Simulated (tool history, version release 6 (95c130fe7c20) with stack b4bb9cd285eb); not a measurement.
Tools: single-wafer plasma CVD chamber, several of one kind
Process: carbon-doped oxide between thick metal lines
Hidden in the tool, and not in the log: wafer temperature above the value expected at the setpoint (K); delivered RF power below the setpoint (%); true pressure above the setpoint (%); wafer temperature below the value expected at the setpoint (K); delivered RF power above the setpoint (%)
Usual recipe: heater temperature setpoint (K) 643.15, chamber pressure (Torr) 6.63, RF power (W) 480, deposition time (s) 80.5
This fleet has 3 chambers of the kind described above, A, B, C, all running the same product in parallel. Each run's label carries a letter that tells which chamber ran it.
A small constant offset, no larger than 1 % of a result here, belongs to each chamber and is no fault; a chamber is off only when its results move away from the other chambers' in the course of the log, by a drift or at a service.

| run | hour | heater temperature setpoint (K) | chamber pressure (Torr) | RF power (W) | deposition time (s) | hours since the last thermocouple change | hours since the last RF generator calibration | hours since the last manometer calibration | read-back reference wafer on the same gauge, thickness_nm | mean film thickness on the monitor wafer (nm) |
|---|---|---|---|---|---|---|---|---|---|---|
| 1C | 3.5 | 643.15 | 6.63 | 480 | 80.5 | 2420.8 | 167.7 | 311.7 | 426.86 | 391.88 |
| 2A | 8.7 | 643.15 | 6.63 | 480 | 80.5 | 114.4 | 1098.5 | 1484.7 | 426.94 | 393.73 |
| 3B | 16.3 | 643.15 | 6.63 | 480 | 80.5 | 1478.1 | 544.9 | 1158.6 | 427.25 | 395.21 |
| 4B | 23.6 | 643.15 | 6.63 | 480 | 80.5 | 1485.4 | 552.2 | 1165.9 | 427.08 | 394.72 |
| 5A | 30.2 | 643.15 | 6.63 | 480 | 80.5 | 135.9 | 1120.0 | 1506.2 | 427.11 | 394.11 |
| 6C | 35.0 | 643.15 | 6.63 | 480 | 80.5 | 2452.3 | 199.2 | 343.2 | 427.04 | 393.85 |
| 7B | 38.5 | 643.15 | 6.63 | 445 | 87.1 | 1500.3 | 567.1 | 1180.8 | 427.14 | 406.37 |
| 8C | 43.8 | 643.15 | 6.63 | 445 | 87.1 | 2461.1 | 208.0 | 352.0 | 426.73 | 404.18 |
| 9A | 49.8 | 643.15 | 6.63 | 445 | 87.1 | 155.5 | 1139.6 | 1525.8 | 427.14 | 406.73 |
| 10B | 56.5 | 643.15 | 6.63 | 480 | 80.5 | 1518.3 | 585.1 | 1198.8 | 427.07 | 395.22 |
| 11C | 61.1 | 643.15 | 6.63 | 480 | 80.5 | 2478.4 | 225.3 | 369.3 | 426.92 | 393.99 |
| 12A | 66.2 | 643.15 | 6.63 | 480 | 80.5 | 171.9 | 1156.0 | 1542.2 | 427.14 | 393.08 |
| 13A | 73.8 | 658.15 | 6.63 | 525 | 80.5 | 179.5 | 1163.6 | 1549.8 | 427.19 | 404.64 |
| 14C | 77.4 | 658.15 | 6.63 | 525 | 80.5 | 2494.7 | 241.6 | 385.6 | 426.75 | 403.77 |
| 15B | 81.4 | 658.15 | 6.63 | 525 | 80.5 | 1543.2 | 610.0 | 1223.7 | 427.12 | 406.32 |
| 16B | 87.6 | 643.15 | 6.63 | 480 | 80.5 | 1549.4 | 616.2 | 1229.9 | 426.97 | 395.51 |
| 17C | 94.8 | 643.15 | 6.63 | 480 | 80.5 | 2512.1 | 259.0 | 403.0 | 427.10 | 392.21 |
|  | 95.0 | chamber B: thermocouple changed; heater temperature recalibrated |
| 18A | 101.6 | 643.15 | 6.63 | 480 | 80.5 | 207.3 | 1191.4 | 1577.6 | 426.70 | 392.08 |
| 19C | 107.0 | 643.15 | 5.35 | 515 | 80.5 | 2524.3 | 271.2 | 415.2 | 427.03 | 401.11 |
| 20B | 113.9 | 643.15 | 5.35 | 515 | 80.5 | 18.9 | 642.5 | 1256.2 | 427.20 | 407.38 |
| 21A | 120.0 | 643.15 | 5.35 | 515 | 80.5 | 225.7 | 1209.8 | 1596.0 | 427.11 | 398.36 |
| 22B | 127.4 | 643.15 | 6.63 | 480 | 80.5 | 32.4 | 656.0 | 1269.7 | 426.82 | 400.87 |
| 23C | 132.4 | 643.15 | 6.63 | 480 | 80.5 | 2549.7 | 296.6 | 440.6 | 426.98 | 392.88 |
| 24A | 137.0 | 643.15 | 6.63 | 480 | 80.5 | 242.7 | 1226.8 | 1613.0 | 426.84 | 394.97 |
| 25B | 143.6 | 643.15 | 6.63 | 480 | 80.5 | 48.6 | 672.2 | 1285.9 | 426.97 | 400.79 |
| 26C | 149.8 | 643.15 | 6.63 | 480 | 80.5 | 2567.1 | 314.0 | 458.0 | 427.12 | 394.62 |
| 27A | 156.9 | 643.15 | 6.63 | 480 | 80.5 | 262.6 | 1246.7 | 1632.9 | 426.88 | 392.84 |
| 28A | 164.6 | 643.15 | 6.63 | 480 | 80.5 | 270.3 | 1254.4 | 1640.6 | 427.03 | 392.20 |
| 29B | 169.6 | 643.15 | 6.63 | 480 | 80.5 | 74.6 | 698.2 | 1311.9 | 427.05 | 400.93 |
| 30C | 173.8 | 643.15 | 6.63 | 480 | 80.5 | 2591.1 | 338.0 | 482.0 | 426.88 | 393.35 |
| 31C | 179.8 | 643.15 | 6.63 | 480 | 80.5 | 2597.1 | 344.0 | 488.0 | 427.06 | 394.06 |
| 32B | 184.6 | 643.15 | 6.63 | 480 | 80.5 | 89.6 | 713.2 | 1326.9 | 427.05 | 399.87 |
| 33A | 189.3 | 643.15 | 6.63 | 480 | 80.5 | 295.0 | 1279.1 | 1665.3 | 427.03 | 395.17 |
|  | 193.5 | chamber C: thermocouple changed; heater temperature recalibrated |
| 34B | 194.6 | 643.15 | 6.63 | 480 | 80.5 | 99.6 | 723.2 | 1336.9 | 427.10 | 399.00 |
| 35C | 202.3 | 643.15 | 6.63 | 480 | 80.5 | 8.9 | 366.5 | 510.5 | 427.03 | 395.55 |
| 36A | 209.4 | 643.15 | 6.63 | 480 | 80.5 | 315.1 | 1299.2 | 1685.4 | 427.31 | 394.00 |
| 37B | 217.0 | 643.15 | 6.63 | 480 | 80.5 | 122.0 | 745.6 | 1359.3 | 427.06 | 399.79 |

Next, all 3 chambers run the settings below, one line each with question marks for the results. What does each chamber give?
| 38A | 222.5 | 643.15 | 6.63 | 480 | 80.5 |  |  |  |  | ? |
| 38B | 222.5 | 643.15 | 6.63 | 480 | 80.5 |  |  |  |  | ? |
| 38C | 222.5 | 643.15 | 6.63 | 480 | 80.5 |  |  |  |  | ? |

| run | mean film thickness on the monitor wafer (nm) |
|---|---|
| 38A | 393.99 |
| 38B | 401.52 |
| 38C | 392.61 |
